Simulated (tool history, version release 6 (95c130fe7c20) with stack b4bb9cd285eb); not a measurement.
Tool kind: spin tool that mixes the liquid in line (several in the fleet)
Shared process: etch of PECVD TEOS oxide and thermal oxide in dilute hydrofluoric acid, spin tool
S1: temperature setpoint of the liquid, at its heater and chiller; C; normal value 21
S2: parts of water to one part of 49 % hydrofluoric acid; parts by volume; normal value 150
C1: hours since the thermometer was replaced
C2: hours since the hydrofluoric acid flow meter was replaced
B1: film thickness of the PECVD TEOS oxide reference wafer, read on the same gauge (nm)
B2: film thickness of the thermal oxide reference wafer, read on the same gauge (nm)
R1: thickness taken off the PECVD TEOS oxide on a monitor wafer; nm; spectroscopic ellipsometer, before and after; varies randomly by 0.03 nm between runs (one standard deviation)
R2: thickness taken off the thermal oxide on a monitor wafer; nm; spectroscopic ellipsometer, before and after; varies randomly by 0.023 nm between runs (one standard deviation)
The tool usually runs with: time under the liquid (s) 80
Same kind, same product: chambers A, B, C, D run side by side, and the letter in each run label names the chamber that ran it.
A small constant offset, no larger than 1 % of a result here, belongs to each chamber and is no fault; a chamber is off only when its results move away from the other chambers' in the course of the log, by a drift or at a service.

Run 1C, hour 2.9: usual settings; C1 422.5; C2 385.0; B1 110.02; B2 70.003. Result: R1 4.4338 nm, R2 2.0636 nm.
Run 2B, hour 5.8: usual settings; C1 202.7; C2 532.9; B1 110.00; B2 70.000. Result: R1 4.4252 nm, R2 2.0765 nm.
Run 3A, hour 7.8: usual settings; C1 128.5; C2 1534.5; B1 110.00; B2 69.978. Result: R1 4.4094 nm, R2 2.0665 nm.
Run 4D, hour 10.8: usual settings; C1 239.0; C2 1617.7; B1 110.00; B2 69.970. Result: R1 4.3732 nm, R2 2.0550 nm.
Run 5D, hour 15.2: usual settings; C1 243.4; C2 1622.1; B1 109.99; B2 69.959. Result: R1 4.4529 nm, R2 2.0559 nm.
Run 6A, hour 17.2: usual settings; C1 137.9; C2 1543.9; B1 109.97; B2 70.063. Result: R1 4.3532 nm, R2 2.0493 nm.
Run 7C, hour 21.4: usual settings; C1 441.0; C2 403.5; B1 110.02; B2 69.984. Result: R1 4.4837 nm, R2 2.0586 nm.
Run 8B, hour 23.4: usual settings; C1 220.3; C2 550.5; B1 110.00; B2 70.045. Result: R1 4.3846 nm, R2 2.0905 nm.
Run 9D, hour 27.3: usual settings; C1 255.5; C2 1634.2; B1 110.01; B2 69.991. Result: R1 4.4180 nm, R2 2.0681 nm.
Run 10B, hour 30.9: usual settings; C1 227.8; C2 558.0; B1 109.96; B2 70.007. Result: R1 4.4601 nm, R2 2.0660 nm.
Run 11C, hour 35.2: usual settings; C1 454.8; C2 417.3; B1 110.00; B2 70.029. Result: R1 4.4105 nm, R2 2.1156 nm.
Run 12A, hour 37.9: usual settings; C1 158.6; C2 1564.6; B1 109.99; B2 69.960. Result: R1 4.3977 nm, R2 2.0358 nm.
Run 13C, hour 39.8: usual settings; C1 459.4; C2 421.9; B1 109.98; B2 69.984. Result: R1 4.4522 nm, R2 2.0825 nm.
Run 14D, hour 43.8: usual settings; C1 272.0; C2 1650.7; B1 110.00; B2 69.987. Result: R1 4.4286 nm, R2 2.0819 nm.
Run 15A, hour 47.2: usual settings; C1 167.9; C2 1573.9; B1 110.05; B2 70.039. Result: R1 4.4031 nm, R2 2.0397 nm.
Run 16B, hour 49.5: usual settings; C1 246.4; C2 576.6; B1 109.96; B2 70.030. Result: R1 4.4202 nm, R2 2.0686 nm.
Run 17B, hour 53.2: usual settings but S1 24 C, time under the liquid (s) 100; C1 250.1; C2 580.3; B1 110.00; B2 69.968. Result: R1 6.2161 nm, R2 2.9823 nm.
Run 18C, hour 57.5: usual settings but S1 24 C, time under the liquid (s) 100; C1 477.1; C2 439.6; B1 110.00; B2 69.981. Result: R1 6.2640 nm, R2 2.9737 nm.
Run 19A, hour 60.6: usual settings but S1 24 C, time under the liquid (s) 100; C1 181.3; C2 1587.3; B1 109.98; B2 69.964. Result: R1 6.1847 nm, R2 2.8319 nm.
Run 20D, hour 64.4: usual settings but S1 24 C, time under the liquid (s) 100; C1 292.6; C2 1671.3; B1 110.01; B2 69.973. Result: R1 6.2241 nm, R2 2.8703 nm.
At hour 64.8: chamber D: hydrofluoric acid flow meter replaced.
Run 21D, hour 67.5: usual settings; C1 295.7; C2 2.8; B1 110.02; B2 69.988. Result: R1 4.4597 nm, R2 2.0258 nm.
Run 22B, hour 69.9: usual settings; C1 266.8; C2 597.0; B1 109.99; B2 69.995. Result: R1 4.4104 nm, R2 2.0359 nm.
Run 23A, hour 72.9: usual settings; C1 193.6; C2 1599.6; B1 109.99; B2 70.004. Result: R1 4.3653 nm, R2 2.0525 nm.
Run 24C, hour 76.5: usual settings but S1 17 C; C1 496.1; C2 458.6; B1 109.96; B2 70.035. Result: R1 3.7704 nm, R2 1.7585 nm.
Run 25C, hour 79.0: usual settings but S1 17 C; C1 498.6; C2 461.1; B1 110.02; B2 69.984. Result: R1 3.7580 nm, R2 1.7640 nm.

Does one chamber stand apart from the rest, does the shared gauge drift, or is all well apart from small per-chamber offsets? Give the chamber and the most likely cause, where there is one.

No chamber is off and the gauge is stable; the differences are just each chamber's small, constant offset.
